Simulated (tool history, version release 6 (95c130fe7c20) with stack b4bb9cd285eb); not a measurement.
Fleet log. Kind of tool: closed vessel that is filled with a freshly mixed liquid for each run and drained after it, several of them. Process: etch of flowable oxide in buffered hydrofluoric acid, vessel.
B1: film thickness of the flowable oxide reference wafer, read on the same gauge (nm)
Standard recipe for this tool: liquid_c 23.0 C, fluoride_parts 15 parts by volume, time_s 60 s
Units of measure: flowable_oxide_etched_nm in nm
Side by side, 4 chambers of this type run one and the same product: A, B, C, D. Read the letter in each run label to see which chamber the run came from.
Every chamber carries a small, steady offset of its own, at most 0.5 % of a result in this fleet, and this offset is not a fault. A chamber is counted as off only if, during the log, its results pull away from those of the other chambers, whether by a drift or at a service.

run 1A hour=12.6 | liquid_c=23.0 fluoride_parts=15 time_s=60 | B1=39.979 | flowable_oxide_etched_nm=225.08
run 2B hour=19.2 | liquid_c=23.0 fluoride_parts=15 time_s=60 | B1=40.032 | flowable_oxide_etched_nm=228.43
run 3D hour=32.1 | liquid_c=23.0 fluoride_parts=15 time_s=60 | B1=39.987 | flowable_oxide_etched_nm=228.23
run 4C hour=40.3 | liquid_c=23.0 fluoride_parts=15 time_s=60 | B1=40.031 | flowable_oxide_etched_nm=228.41
run 5D hour=52.7 | liquid_c=23.0 fluoride_parts=15 time_s=60 | B1=39.990 | flowable_oxide_etched_nm=229.27
run 6B hour=65.2 | liquid_c=23.0 fluoride_parts=15 time_s=60 | B1=39.943 | flowable_oxide_etched_nm=230.63
run 7C hour=73.8 | liquid_c=23.0 fluoride_parts=15 time_s=60 | B1=39.996 | flowable_oxide_etched_nm=225.83
run 8A hour=85.2 | liquid_c=23.0 fluoride_parts=15 time_s=60 | B1=40.008 | flowable_oxide_etched_nm=228.46
run 9D hour=92.0 | liquid_c=23.0 fluoride_parts=15 time_s=60 | B1=39.984 | flowable_oxide_etched_nm=226.39
run 10A hour=103.0 | liquid_c=23.0 fluoride_parts=15 time_s=60 | B1=40.066 | flowable_oxide_etched_nm=227.81
-- hour=105.8 chamber D: hydrofluoric acid flow meter replaced
run 11B hour=116.2 | liquid_c=23.0 fluoride_parts=15 time_s=60 | B1=40.038 | flowable_oxide_etched_nm=226.84
run 12C hour=128.3 | liquid_c=23.0 fluoride_parts=15 time_s=60 | B1=40.025 | flowable_oxide_etched_nm=224.48
run 13C hour=140.2 | liquid_c=23.0 fluoride_parts=15 time_s=60 | B1=39.967 | flowable_oxide_etched_nm=226.47
run 14B hour=153.2 | liquid_c=23.0 fluoride_parts=15 time_s=60 | B1=39.980 | flowable_oxide_etched_nm=228.69
run 15D hour=161.7 | liquid_c=23.0 fluoride_parts=15 time_s=60 | B1=39.979 | flowable_oxide_etched_nm=226.74
run 16A hour=174.4 | liquid_c=23.0 fluoride_parts=15 time_s=60 | B1=39.977 | flowable_oxide_etched_nm=232.57
run 17B hour=182.6 | liquid_c=23.0 fluoride_parts=15 time_s=60 | B1=39.984 | flowable_oxide_etched_nm=228.02
run 18C hour=191.5 | liquid_c=23.0 fluoride_parts=15 time_s=60 | B1=39.967 | flowable_oxide_etched_nm=225.76
run 19A hour=197.4 | liquid_c=23.0 fluoride_parts=15 time_s=60 | B1=40.024 | flowable_oxide_etched_nm=235.47
run 20D hour=203.5 | liquid_c=23.0 fluoride_parts=15 time_s=60 | B1=39.975 | flowable_oxide_etched_nm=227.50
run 21D hour=209.5 | liquid_c=23.0 fluoride_parts=15 time_s=60 | B1=40.059 | flowable_oxide_etched_nm=229.38
run 22B hour=221.1 | liquid_c=23.0 fluoride_parts=15 time_s=60 | B1=39.962 | flowable_oxide_etched_nm=228.46
-- hour=225.3 chamber B: hydrofluoric acid flow meter replaced
run 23C hour=228.5 | liquid_c=25.0 fluoride_parts=15 time_s=60 | B1=39.998 | flowable_oxide_etched_nm=251.78
run 24A hour=235.3 | liquid_c=25.0 fluoride_parts=15 time_s=60 | B1=39.983 | flowable_oxide_etched_nm=259.48
run 25C hour=247.0 | liquid_c=25.0 fluoride_parts=15 time_s=60 | B1=40.013 | flowable_oxide_etched_nm=252.77
run 26A hour=260.1 | liquid_c=25.0 fluoride_parts=15 time_s=60 | B1=40.057 | flowable_oxide_etched_nm=264.94
run 27B hour=269.4 | liquid_c=23.0 fluoride_parts=15 time_s=60 | B1=39.961 | flowable_oxide_etched_nm=228.55
run 28D hour=282.3 | liquid_c=23.0 fluoride_parts=15 time_s=60 | B1=39.997 | flowable_oxide_etched_nm=227.95
run 29A hour=295.2 | liquid_c=23.0 fluoride_parts=15 time_s=60 | B1=39.988 | flowable_oxide_etched_nm=237.11
run 30B hour=306.3 | liquid_c=19.0 fluoride_parts=19 time_s=60 | B1=40.010 | flowable_oxide_etched_nm=144.82
run 31D hour=318.8 | liquid_c=19.0 fluoride_parts=19 time_s=60 | B1=39.962 | flowable_oxide_etched_nm=145.06
run 32C hour=330.5 | liquid_c=19.0 fluoride_parts=19 time_s=60 | B1=40.033 | flowable_oxide_etched_nm=144.99
run 33C hour=339.5 | liquid_c=19.0 fluoride_parts=19 time_s=60 | B1=40.038 | flowable_oxide_etched_nm=144.26
run 34B hour=348.1 | liquid_c=23.0 fluoride_parts=15 time_s=60 | B1=40.017 | flowable_oxide_etched_nm=229.57
run 35D hour=358.0 | liquid_c=23.0 fluoride_parts=15 time_s=60 | B1=39.990 | flowable_oxide_etched_nm=227.75
run 36A hour=363.9 | liquid_c=23.0 fluoride_parts=15 time_s=60 | B1=40.073 | flowable_oxide_etched_nm=244.62
run 37A hour=369.6 | liquid_c=23.0 fluoride_parts=15 time_s=60 | B1=39.988 | flowable_oxide_etched_nm=239.16
run 38B hour=382.3 | liquid_c=20.5 fluoride_parts=15 time_s=60 | B1=39.955 | flowable_oxide_etched_nm=197.07
run 39C hour=394.5 | liquid_c=20.5 fluoride_parts=15 time_s=60 | B1=40.028 | flowable_oxide_etched_nm=197.49

Each of the 4 chambers runs these same settings next. Fill in every chamber's results:
run 40A hour=404.1 | liquid_c=23.0 fluoride_parts=15 time_s=60 | flowable_oxide_etched_nm=?
run 40B hour=404.1 | liquid_c=23.0 fluoride_parts=15 time_s=60 | flowable_oxide_etched_nm=?
run 40C hour=404.1 | liquid_c=23.0 fluoride_parts=15 time_s=60 | flowable_oxide_etched_nm=?
run 40D hour=404.1 | liquid_c=23.0 fluoride_parts=15 time_s=60 | flowable_oxide_etched_nm=?

run=40A flowable_oxide_etched_nm=243.95
run=40B flowable_oxide_etched_nm=229.64
run=40C flowable_oxide_etched_nm=227.78
run=40D flowable_oxide_etched_nm=227.83
